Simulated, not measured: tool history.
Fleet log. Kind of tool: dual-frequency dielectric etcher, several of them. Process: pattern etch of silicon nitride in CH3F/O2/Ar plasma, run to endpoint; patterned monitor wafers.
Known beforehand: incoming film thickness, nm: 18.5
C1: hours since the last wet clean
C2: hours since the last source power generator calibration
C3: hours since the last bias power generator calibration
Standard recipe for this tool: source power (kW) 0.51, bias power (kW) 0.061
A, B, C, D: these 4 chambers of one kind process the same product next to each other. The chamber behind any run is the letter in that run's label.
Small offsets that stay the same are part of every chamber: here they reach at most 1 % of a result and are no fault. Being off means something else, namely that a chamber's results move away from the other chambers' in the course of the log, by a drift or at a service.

Run 1A, hour 10.8: usual settings; C1 127.7; C2 3905.4; C3 1184.4. Result: endpoint time (s) 25.351.
Run 2B, hour 24.4: usual settings; C1 168.3; C2 723.4; C3 118.6. Result: endpoint time (s) 25.938.
Run 3C, hour 30.4: usual settings; C1 473.9; C2 116.2; C3 2249.1. Result: endpoint time (s) 26.166.
Run 4D, hour 43.9: usual settings; C1 597.4; C2 1676.1; C3 2863.9. Result: endpoint time (s) 25.793.
Run 5B, hour 52.3: usual settings; C1 196.2; C2 751.3; C3 146.5. Result: endpoint time (s) 25.722.
Run 6D, hour 59.9: usual settings; C1 613.4; C2 1692.1; C3 2879.9. Result: endpoint time (s) 25.953.
At hour 60.4: chamber C: wet clean of the chamber.
Run 7C, hour 70.8: usual settings; C1 10.5; C2 156.6; C3 2289.5. Result: endpoint time (s) 25.875.
Run 8A, hour 83.9: usual settings; C1 200.8; C2 3978.5; C3 1257.5. Result: endpoint time (s) 25.645.
Run 9D, hour 90.4: usual settings; C1 643.9; C2 1722.6; C3 2910.4. Result: endpoint time (s) 26.007.
At hour 102.1: chamber D: bias power generator calibrated.
Run 10B, hour 103.2: usual settings; C1 247.1; C2 802.2; C3 197.4. Result: endpoint time (s) 25.646.
Run 11C, hour 114.7: usual settings; C1 54.4; C2 200.5; C3 2333.4. Result: endpoint time (s) 25.847.
At hour 126.2: chamber D: wet clean of the chamber.
Run 12A, hour 126.3: usual settings; C1 243.2; C2 4020.9; C3 1299.9. Result: endpoint time (s) 25.824.
Run 13B, hour 136.7: usual settings; C1 280.6; C2 835.7; C3 230.9. Result: endpoint time (s) 25.436.
Run 14D, hour 142.7: usual settings but bias power (kW) 0.052; C1 16.6; C2 1774.9; C3 40.6. Result: endpoint time (s) 27.13.
Run 15A, hour 152.9: usual settings but bias power (kW) 0.052; C1 269.8; C2 4047.5; C3 1326.5. Result: endpoint time (s) 27.144.
Run 16C, hour 162.8: usual settings but bias power (kW) 0.052; C1 102.5; C2 248.6; C3 2381.5. Result: endpoint time (s) 27.372.
Run 17A, hour 170: usual settings but bias power (kW) 0.052; C1 286.9; C2 4064.6; C3 1343.6. Result: endpoint time (s) 27.067.
Run 18C, hour 181.5: usual settings; C1 121.2; C2 267.3; C3 2400.2. Result: endpoint time (s) 25.968.
Run 19D, hour 191.8: usual settings; C1 65.7; C2 1824; C3 89.7. Result: endpoint time (s) 25.824.
Run 20B, hour 200.6: usual settings; C1 344.5; C2 899.6; C3 294.8. Result: endpoint time (s) 25.48.
Run 21D, hour 213: usual settings but bias power (kW) 0.074; C1 86.9; C2 1845.2; C3 110.9. Result: endpoint time (s) 24.406.
Run 22A, hour 223.7: usual settings but bias power (kW) 0.074; C1 340.6; C2 4118.3; C3 1397.3. Result: endpoint time (s) 24.217.
Run 23B, hour 235.9: usual settings but bias power (kW) 0.074; C1 379.8; C2 934.9; C3 330.1. Result: endpoint time (s) 23.939.
Run 24C, hour 242.2: usual settings but bias power (kW) 0.074; C1 181.9; C2 328; C3 2460.9. Result: endpoint time (s) 24.202.
Run 25B, hour 251.9: usual settings but bias power (kW) 0.05; C1 395.8; C2 950.9; C3 346.1. Result: endpoint time (s) 26.824.
Run 26D, hour 260.1: usual settings but bias power (kW) 0.05; C1 134; C2 1892.3; C3 158. Result: endpoint time (s) 27.431.
Run 27C, hour 272.6: usual settings but bias power (kW) 0.05; C1 212.3; C2 358.4; C3 2491.3. Result: endpoint time (s) 27.638.
Run 28A, hour 279.7: usual settings but bias power (kW) 0.05; C1 396.6; C2 4174.3; C3 1453.3. Result: endpoint time (s) 27.179.
Run 29C, hour 290.2: usual settings but source power (kW) 0.58; C1 229.9; C2 376; C3 2508.9. Result: endpoint time (s) 24.725.
Run 30B, hour 303.6: usual settings but source power (kW) 0.58; C1 447.5; C2 1002.6; C3 397.8. Result: endpoint time (s) 23.943.
Run 31D, hour 312.9: usual settings but source power (kW) 0.58; C1 186.8; C2 1945.1; C3 210.8. Result: endpoint time (s) 24.692.
Run 32A, hour 325.4: usual settings but source power (kW) 0.58; C1 442.3; C2 4220; C3 1499. Result: endpoint time (s) 24.566.
Run 33B, hour 331.9: usual settings; C1 475.8; C2 1030.9; C3 426.1. Result: endpoint time (s) 25.126.
Run 34A, hour 338.9: usual settings; C1 455.8; C2 4233.5; C3 1512.5. Result: endpoint time (s) 25.819.
Run 35D, hour 351.9: usual settings; C1 225.8; C2 1984.1; C3 249.8. Result: endpoint time (s) 25.91.
At hour 358.4: chamber A: wet clean of the chamber.
Run 36C, hour 359.5: usual settings; C1 299.2; C2 445.3; C3 2578.2. Result: endpoint time (s) 25.699.
Run 37B, hour 372.2: usual settings but source power (kW) 0.42; C1 516.1; C2 1071.2; C3 466.4. Result: endpoint time (s) 26.934.
Run 38A, hour 383: usual settings but source power (kW) 0.42; C1 24.7; C2 4277.6; C3 1556.6. Result: endpoint time (s) 27.513.
Run 39D, hour 395.6: usual settings but source power (kW) 0.42; C1 269.5; C2 2027.8; C3 293.5. Result: endpoint time (s) 27.717.
Run 40C, hour 405.2: usual settings but source power (kW) 0.42; C1 344.9; C2 491; C3 2623.9. Result: endpoint time (s) 28.069.
Run 41C, hour 412.9: usual settings; C1 352.6; C2 498.7; C3 2631.6. Result: endpoint time (s) 25.815.
Run 42B, hour 426.2: usual settings but source power (kW) 0.56; C1 570.1; C2 1125.2; C3 520.4. Result: endpoint time (s) 23.913.

One chamber off, gauge drift, or nothing amiss beyond the chambers' own small offsets? If it is a chamber, which one, and what is the likeliest cause?

Chamber B drifts away from the others.
What lies behind it: etch rate over this chamber's usual, % = 3.41.

Which of the 4 candidates below, each the usual settings with something changed and its results left as question marks, puts chamber B back in line with what the other chambers give on the usual settings?
In line here means within this much of the mean the other chambers give on the usual settings: endpoint time (s) 0.42
Run 43B-1, hour 436.2: usual settings but source power (kW) 0.48, bias power (kW) 0.058. Result: endpoint time (s) ?.
Run 43B-2, hour 436.2: usual settings but source power (kW) 0.45, bias power (kW) 0.055. Result: endpoint time (s) ?.
Run 43B-3, hour 436.2: usual settings but source power (kW) 0.61. Result: endpoint time (s) ?.
Run 43B-4, hour 436.2: usual settings but source power (kW) 0.54, bias power (kW) 0.064. Result: endpoint time (s) ?.

Average result of the remaining chambers running the usual settings: endpoint time (s) 25.835
  run  endpoint time (s)
43B-1             25.839
43B-2             26.944
43B-3             23.179
43B-4             23.921
With 43B-1, the chamber falls back in line with the rest.
